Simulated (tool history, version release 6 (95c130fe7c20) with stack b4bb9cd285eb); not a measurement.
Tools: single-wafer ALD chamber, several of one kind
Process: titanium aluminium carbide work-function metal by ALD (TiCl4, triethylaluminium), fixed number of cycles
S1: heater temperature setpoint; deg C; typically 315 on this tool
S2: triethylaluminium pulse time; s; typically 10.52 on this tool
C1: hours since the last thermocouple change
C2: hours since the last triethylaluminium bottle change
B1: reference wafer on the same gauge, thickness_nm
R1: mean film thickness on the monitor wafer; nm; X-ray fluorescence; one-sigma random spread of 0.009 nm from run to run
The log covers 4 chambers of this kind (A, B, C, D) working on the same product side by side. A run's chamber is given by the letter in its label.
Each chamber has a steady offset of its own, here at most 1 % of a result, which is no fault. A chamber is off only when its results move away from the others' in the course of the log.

{"run": "1A", "hour": 3.9, "S1": 315, "S2": 10.52, "C1": 1504.3, "C2": 351.7, "B1": 1.9786, "R1": 2.1497}
{"run": "2C", "hour": 8.8, "S1": 315, "S2": 10.52, "C1": 247.1, "C2": 1073.9, "B1": 1.9785, "R1": 2.1299}
{"run": "3B", "hour": 14.0, "S1": 315, "S2": 10.52, "C1": 309.1, "C2": 414.4, "B1": 1.9818, "R1": 2.1241}
{"run": "4D", "hour": 16.3, "S1": 315, "S2": 10.52, "C1": 157.7, "C2": 375.8, "B1": 1.9803, "R1": 2.1265}
{"run": "5B", "hour": 18.9, "S1": 315, "S2": 10.52, "C1": 314, "C2": 419.3, "B1": 1.981, "R1": 2.129}
{"run": "6C", "hour": 23.5, "S1": 315, "S2": 10.52, "C1": 261.8, "C2": 1088.6, "B1": 1.9779, "R1": 2.1282}
{"run": "7A", "hour": 28.1, "S1": 315, "S2": 10.52, "C1": 1528.5, "C2": 375.9, "B1": 1.9817, "R1": 2.1551}
{"run": "8D", "hour": 31.7, "S1": 315, "S2": 10.52, "C1": 173.1, "C2": 391.2, "B1": 1.9786, "R1": 2.1357}
{"run": "9B", "hour": 35.6, "S1": 315, "S2": 10.52, "C1": 330.7, "C2": 436, "B1": 1.9788, "R1": 2.1315}
{"run": "10A", "hour": 38.9, "S1": 302, "S2": 10.52, "C1": 1539.3, "C2": 386.7, "B1": 1.9781, "R1": 2.0249}
{"run": "11D", "hour": 42.2, "S1": 302, "S2": 10.52, "C1": 183.6, "C2": 401.7, "B1": 1.9785, "R1": 1.9989}
{"run": "12C", "hour": 46.6, "S1": 302, "S2": 10.52, "C1": 284.9, "C2": 1111.7, "B1": 1.9822, "R1": 2.0095}
{"run": "13B", "hour": 51.9, "S1": 302, "S2": 10.52, "C1": 347, "C2": 452.3, "B1": 1.979, "R1": 1.9916}
{"run": "14C", "hour": 56.8, "S1": 315, "S2": 10.52, "C1": 295.1, "C2": 1121.9, "B1": 1.9773, "R1": 2.115}
{"run": "15D", "hour": 61.6, "S1": 315, "S2": 10.52, "C1": 203, "C2": 421.1, "B1": 1.9785, "R1": 2.1136}
{"run": "16A", "hour": 66.9, "S1": 315, "S2": 10.52, "C1": 1567.3, "C2": 414.7, "B1": 1.9824, "R1": 2.1429}
{"run": "17A", "hour": 72.0, "S1": 315, "S2": 10.52, "C1": 1572.4, "C2": 419.8, "B1": 1.9792, "R1": 2.1483}
{"run": "18D", "hour": 76.0, "S1": 315, "S2": 10.52, "C1": 217.4, "C2": 435.5, "B1": 1.9823, "R1": 2.0927}
{"run": "19C", "hour": 79.4, "S1": 306, "S2": 7.29, "C1": 317.7, "C2": 1144.5, "B1": 1.9822, "R1": 1.94}
{"run": "20B", "hour": 82.4, "S1": 306, "S2": 7.29, "C1": 377.5, "C2": 482.8, "B1": 1.9822, "R1": 1.9271}
{"run": "21C", "hour": 85.0, "S1": 306, "S2": 7.29, "C1": 323.3, "C2": 1150.1, "B1": 1.9791, "R1": 1.9427}
{"run": "22A", "hour": 89.4, "S1": 306, "S2": 7.29, "C1": 1589.8, "C2": 437.2, "B1": 1.9775, "R1": 1.9553}
{"run": "23D", "hour": 92.8, "S1": 315, "S2": 10.52, "C1": 234.2, "C2": 452.3, "B1": 1.9814, "R1": 2.0508}
{"run": "24B", "hour": 96.4, "S1": 315, "S2": 10.52, "C1": 391.5, "C2": 496.8, "B1": 1.981, "R1": 2.1384}
{"run": "25A", "hour": 100.3, "S1": 315, "S2": 10.52, "C1": 1600.7, "C2": 448.1, "B1": 1.9825, "R1": 2.154}
{"run": "26D", "hour": 103.7, "S1": 315, "S2": 10.52, "C1": 245.1, "C2": 463.2, "B1": 1.9791, "R1": 2.0371}

Does one chamber stand apart from the rest, does the shared gauge drift, or is all well apart from small per-chamber offsets? Give the chamber and the most likely cause, where there is one.

Little by little, chamber D moves away from the other chambers.
Most likely cause: triethylaluminium dose below that of a fresh bottle (%) = 27.4.

Chamber D could run next with any of the 4 candidate recipes listed below; each alters the usual settings, and their results appear as question marks. Which one brings its results back in line with what the other chambers deliver on the usual settings?
Counts as in line when no further than this from what the other chambers average on the usual settings: R1 0.032 nm
{"run": "27D-1", "hour": 107.6, "S1": 335, "S2": 10.52, "R1": "?"}
{"run": "27D-2", "hour": 107.6, "S1": 311, "S2": 8.94, "R1": "?"}
{"run": "27D-3", "hour": 107.6, "S1": 295, "S2": 10.52, "R1": "?"}
{"run": "27D-4", "hour": 107.6, "S1": 320, "S2": 12.34, "R1": "?"}

What the other chambers average on the usual settings: R1 2.133 nm
run=27D-1 R1=2.2027
run=27D-2 R1=1.9258
run=27D-3 R1=1.8666
run=27D-4 R1=2.1336
With 27D-4, the chamber falls back in line with the rest.
